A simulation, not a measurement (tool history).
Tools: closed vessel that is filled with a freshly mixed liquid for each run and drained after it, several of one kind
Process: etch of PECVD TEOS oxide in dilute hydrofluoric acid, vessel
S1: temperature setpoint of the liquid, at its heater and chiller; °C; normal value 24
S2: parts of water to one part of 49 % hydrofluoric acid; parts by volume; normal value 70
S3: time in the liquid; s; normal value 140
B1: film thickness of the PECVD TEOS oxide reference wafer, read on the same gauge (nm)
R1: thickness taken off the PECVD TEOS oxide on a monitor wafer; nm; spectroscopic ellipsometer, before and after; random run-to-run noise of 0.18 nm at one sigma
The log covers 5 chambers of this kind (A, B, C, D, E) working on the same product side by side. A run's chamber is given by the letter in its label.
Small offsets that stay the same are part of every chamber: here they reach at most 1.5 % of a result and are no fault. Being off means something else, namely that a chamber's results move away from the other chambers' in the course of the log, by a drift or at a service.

run   hour    S1   S2   S3      B1      R1
 1D    8.1    24   70  140  80.018  26.551
 2C   17.3    24   70  140  80.057  26.899
 3E   27.3    24   70  140  80.032  26.822
 4A     36    24   70  140  80.032  26.245
 5B   45.8    24   70  140  80.027  27.019
 6D   59.9    24   70  140   79.97  26.801
 7E   68.1  19.5   60  140  80.031  26.341
 8B   77.2  19.5   60  140  79.971  25.955
 9A     88  19.5   60  140  79.999   25.86
10C  101.7  19.5   60  140  79.961  26.057
11B  115.5  19.5   60  140  80.013  26.471
     115.6  -- chamber E: thermometer replaced
12E  130.6    24   70  140  80.001  26.659
13A  142.2    24   70  140  79.988   26.14
14C    150    24   70  140  80.018  26.296
15D  158.5  20.5   70   95  79.958  15.594
16E  169.3  20.5   70   95  79.984  15.735
17D  177.5  20.5   70   95  79.991   15.56
18C  186.5  20.5   70   95  79.974  15.392
19A  194.7  20.5   70   95   80.01  15.223
     200.3  -- chamber A: thermometer replaced
20B  206.7    24   70  140  79.993  27.029
21D  217.2    21   70  195  80.037   32.56
22E  229.8    21   70  195  80.052  33.236
23C  242.1    21   70  195  80.022  31.658
24B  250.9    21   70  195  80.014  33.011
25A  266.4    21   70  195  79.988  32.426
26D  275.6    24   70  140   79.97  26.651
27C  290.9    24   70  140  80.024   25.54
28B  301.9    24   70  140  79.979  26.663
29E  311.8    27  105  140  79.973  19.252
30A  321.5    27  105  140  80.048  19.139
31E    331    27  105  140  79.991  18.996
       342  -- chamber C: thermometer replaced
32B  344.7    27  105  140  80.064  19.231
33C  352.3    27  105  140  79.973  17.811
34D  366.2    24   70  140  79.972  26.602
35A  381.2    24   70  140  80.016  26.703
36D  392.7    24   70  140  79.992  26.347
37E  400.8    24   70  140   80.01  26.502

One chamber off, gauge drift, or nothing amiss beyond the chambers' own small offsets? If it is a chamber, which one, and what is the likeliest cause?

It is chamber C that slowly wanders off from its peers.
What lies behind it: hydrofluoric acid flow below the setpoint (%) = 6.48.

Which of the 4 candidates below, each the usual settings with something changed and its results left as question marks, puts chamber C back in line with what the other chambers give on the usual settings?
Maximum distance from the other chambers' mean on the usual settings for a result to count as in line: R1 0.63 nm
38C-1  412.2  25.5  70  140       ?
38C-2  412.2  23.5  70  140       ?
38C-3  412.2  22.5  70  140       ?
38C-4  412.2  24.5  70  140       ?

The mean the other chambers reach with the usual settings: R1 26.587 nm
  run      R1
38C-1  26.485
38C-2  24.468
38C-3  23.502
38C-4  25.456
The right change is 38C-1: it brings the chamber back within the allowed miss of the others.
